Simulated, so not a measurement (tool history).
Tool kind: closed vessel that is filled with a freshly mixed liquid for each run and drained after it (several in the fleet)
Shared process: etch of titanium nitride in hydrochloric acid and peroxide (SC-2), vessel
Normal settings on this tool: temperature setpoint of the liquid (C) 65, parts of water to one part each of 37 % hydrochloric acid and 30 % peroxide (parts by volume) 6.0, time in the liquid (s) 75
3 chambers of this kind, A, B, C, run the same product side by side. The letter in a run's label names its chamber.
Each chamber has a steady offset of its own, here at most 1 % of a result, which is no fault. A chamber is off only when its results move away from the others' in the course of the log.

| run | hour | temperature setpoint of the liquid (C) | parts of water to one part each of 37 % hydrochloric acid and 30 % peroxide (parts by volume) | time in the liquid (s) | hours since the thermometer was replaced | hours since the chemicals flow meter was replaced | hours since the drum of peroxide was connected | read-back film thickness of the titanium nitride reference wafer, read on the same gauge (nm) | thickness taken off the titanium nitride on a monitor wafer (nm) |
|---|---|---|---|---|---|---|---|---|---|
| 1B | 4.3 | 65 | 6.0 | 75 | 115.2 | 532.7 | 300.4 | 99.989 | 8.6020 |
| 2A | 7.3 | 65 | 6.0 | 75 | 610.6 | 535.3 | 381.6 | 100.020 | 8.4803 |
| 3C | 11.2 | 65 | 6.0 | 75 | 2352.6 | 456.2 | 76.1 | 100.010 | 8.4274 |
| 4A | 14.3 | 65 | 6.0 | 75 | 617.6 | 542.3 | 388.6 | 100.020 | 8.5544 |
| 5B | 17.2 | 65 | 6.0 | 75 | 128.1 | 545.6 | 313.3 | 99.989 | 8.6299 |
| 6C | 22.1 | 65 | 6.0 | 75 | 2363.5 | 467.1 | 87.0 | 99.988 | 8.4379 |
| 7C | 25.9 | 65 | 6.0 | 75 | 2367.3 | 470.9 | 90.8 | 100.020 | 8.4474 |
| 8B | 29.5 | 65 | 6.0 | 75 | 140.4 | 557.9 | 325.6 | 100.000 | 8.5621 |
| 9A | 34.5 | 65 | 6.0 | 75 | 637.8 | 562.5 | 408.8 | 99.980 | 8.4780 |
| 10A | 37.9 | 65 | 6.0 | 75 | 641.2 | 565.9 | 412.2 | 99.993 | 8.5339 |
| 11C | 42.4 | 65 | 6.0 | 75 | 2383.8 | 487.4 | 107.3 | 99.969 | 8.4317 |
| 12B | 45.5 | 65 | 6.0 | 75 | 156.4 | 573.9 | 341.6 | 100.010 | 8.4383 |
| 13C | 50.0 | 65 | 6.0 | 75 | 2391.4 | 495.0 | 114.9 | 100.010 | 8.4223 |
| 14B | 53.5 | 65 | 7.0 | 50 | 164.4 | 581.9 | 349.6 | 99.981 | 5.0421 |
| 15A | 58.6 | 65 | 7.0 | 50 | 661.9 | 586.6 | 432.9 | 99.983 | 4.9962 |
| 16C | 61.3 | 65 | 7.0 | 50 | 2402.7 | 506.3 | 126.2 | 100.010 | 4.9995 |
| 17A | 64.2 | 65 | 6.0 | 75 | 667.5 | 592.2 | 438.5 | 100.020 | 8.5192 |
| 18B | 69.3 | 65 | 4.5 | 40 | 180.2 | 597.7 | 365.4 | 100.000 | 5.4733 |
| 19B | 73.8 | 65 | 4.5 | 40 | 184.7 | 602.2 | 369.9 | 100.000 | 5.4730 |
| 20A | 78.9 | 65 | 4.5 | 40 | 682.2 | 606.9 | 453.2 | 99.993 | 5.5665 |

Is one chamber off against the others, does the gauge drift, or is nothing wrong? If a chamber is off, say which, and what the likeliest cause is.

One chamber, B, drifts off from the rest bit by bit.
Cause: peroxide weaker than its label (%) = 4.23.
From this log alone, it may not be told apart from: liquid colder than its thermometer reads (K); chemicals flow below the setpoint (%).

Which of the 4 candidates below, each the usual settings with something changed and its results left as question marks, puts chamber B back in line with what the other chambers give on the usual settings?
Counts as in line when no further than this from what the other chambers average on the usual settings: thickness taken off the titanium nitride on a monitor wafer (nm) 0.1400
| 21B-1 | 82.7 | 66.0 | 6.0 | 75 |  |  |  |  | ? |
| 21B-2 | 82.7 | 65.5 | 6.0 | 75 |  |  |  |  | ? |
| 21B-3 | 82.7 | 65.0 | 6.5 | 75 |  |  |  |  | ? |
| 21B-4 | 82.7 | 64.5 | 6.0 | 75 |  |  |  |  | ? |

Usual-settings mean across the other chambers: thickness taken off the titanium nitride on a monitor wafer (nm) 8.5004
| run | thickness taken off the titanium nitride on a monitor wafer (nm) |
|---|---|
| 21B-1 | 8.7802 |
| 21B-2 | 8.5181 |
| 21B-3 | 7.7763 |
| 21B-4 | 8.0099 |
21B-2 puts the chamber back in line with the other chambers.
